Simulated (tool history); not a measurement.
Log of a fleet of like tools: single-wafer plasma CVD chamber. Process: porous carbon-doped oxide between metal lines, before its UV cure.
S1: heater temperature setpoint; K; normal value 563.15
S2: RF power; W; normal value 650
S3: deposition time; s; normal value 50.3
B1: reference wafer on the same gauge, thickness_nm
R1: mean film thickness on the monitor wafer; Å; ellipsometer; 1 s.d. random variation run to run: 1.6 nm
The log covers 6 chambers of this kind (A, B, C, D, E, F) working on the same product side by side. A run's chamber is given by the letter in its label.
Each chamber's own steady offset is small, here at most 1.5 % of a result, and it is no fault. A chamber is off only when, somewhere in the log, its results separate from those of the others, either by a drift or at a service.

| run | hour | S1 | S2 | S3 | B1 | R1 |
|---|---|---|---|---|---|---|
|  | 0.4 | chamber B: RF generator calibrated |
| 1D | 6.1 | 563.15 | 650 | 50.3 | 301.69 | 3362.3 |
| 2F | 16.7 | 563.15 | 650 | 50.3 | 302.29 | 3368.3 |
| 3B | 30 | 563.15 | 650 | 50.3 | 302.2 | 3381.6 |
| 4C | 41.7 | 563.15 | 650 | 50.3 | 302.11 | 3326.4 |
| 5A | 48.1 | 563.15 | 650 | 50.3 | 302.01 | 3412.9 |
| 6E | 54.1 | 563.15 | 650 | 50.3 | 302.23 | 3402.3 |
| 7D | 60.4 | 563.15 | 650 | 50.3 | 302.12 | 3367.5 |
| 8C | 69.3 | 563.15 | 650 | 50.3 | 302.43 | 3356.7 |
| 9E | 79.8 | 563.15 | 650 | 50.3 | 301.84 | 3400.3 |
| 10B | 89 | 553.15 | 650 | 44.7 | 301.93 | 3229.3 |
| 11A | 95.1 | 553.15 | 650 | 44.7 | 301.6 | 3242.8 |
| 12F | 106.8 | 553.15 | 650 | 44.7 | 302.01 | 3195.1 |
| 13B | 115.8 | 553.15 | 650 | 44.7 | 302.19 | 3191.8 |
| 14F | 129.1 | 553.15 | 650 | 44.7 | 301.8 | 3215.9 |
| 15E | 136.8 | 553.15 | 650 | 44.7 | 302.29 | 3240.5 |
| 16A | 142.8 | 563.15 | 650 | 50.3 | 301.83 | 3435.1 |
| 17C | 151.1 | 563.15 | 650 | 50.3 | 301.88 | 3345 |
| 18D | 157.4 | 563.15 | 650 | 50.3 | 301.77 | 3387.9 |
| 19A | 167.1 | 549.15 | 650 | 43.7 | 301.48 | 3243.3 |
| 20C | 174.7 | 549.15 | 650 | 43.7 | 301.86 | 3171.2 |
| 21B | 186.9 | 549.15 | 650 | 43.7 | 302.04 | 3211.3 |
| 22E | 195.7 | 549.15 | 650 | 43.7 | 301.97 | 3220.9 |
| 23D | 209.1 | 549.15 | 650 | 43.7 | 302.15 | 3195.8 |
| 24F | 218.1 | 549.15 | 650 | 43.7 | 302.2 | 3226.1 |
| 25C | 230.9 | 563.15 | 650 | 50.3 | 301.78 | 3325.3 |
| 26F | 239.4 | 563.15 | 650 | 50.3 | 301.9 | 3376.2 |
| 27D | 247.2 | 563.15 | 650 | 50.3 | 302.13 | 3363.8 |
| 28E | 259.4 | 563.15 | 650 | 50.3 | 301.96 | 3402.1 |
| 29A | 266.4 | 563.15 | 650 | 50.3 | 301.62 | 3408.7 |
| 30B | 274.6 | 563.15 | 650 | 50.3 | 301.81 | 3382.8 |
|  | 281.7 | chamber A: thermocouple changed; heater temperature recalibrated |
| 31A | 284.3 | 563.15 | 650 | 50.3 | 301.84 | 3417.1 |
| 32B | 291.7 | 563.15 | 650 | 50.3 | 302.31 | 3363.4 |
| 33E | 304.7 | 563.15 | 650 | 50.3 | 301.94 | 3424.2 |
|  | 306.3 | chamber C: RF generator calibrated |
|  | 306.9 | chamber B: thermocouple changed; heater temperature recalibrated |
| 34D | 318 | 577.15 | 650 | 55.2 | 302.08 | 3408.7 |
| 35F | 328.9 | 577.15 | 650 | 55.2 | 302.26 | 3422.5 |
| 36C | 342.2 | 577.15 | 650 | 55.2 | 301.83 | 3377 |
| 37B | 349.6 | 577.15 | 650 | 55.2 | 302.24 | 3425.3 |
| 38D | 357 | 577.15 | 650 | 55.2 | 301.93 | 3410.7 |

Next, every chamber runs the same settings. What will each give?
| 39A | 366.8 | 563.15 | 650 | 45.3 |  | ? |
| 39B | 366.8 | 563.15 | 650 | 45.3 |  | ? |
| 39C | 366.8 | 563.15 | 650 | 45.3 |  | ? |
| 39D | 366.8 | 563.15 | 650 | 45.3 |  | ? |
| 39E | 366.8 | 563.15 | 650 | 45.3 |  | ? |
| 39F | 366.8 | 563.15 | 650 | 45.3 |  | ? |

| run | R1 |
|---|---|
| 39A | 3073.1 |
| 39B | 3056.1 |
| 39C | 3030 |
| 39D | 3028.2 |
| 39E | 3059.7 |
| 39F | 3035.3 |
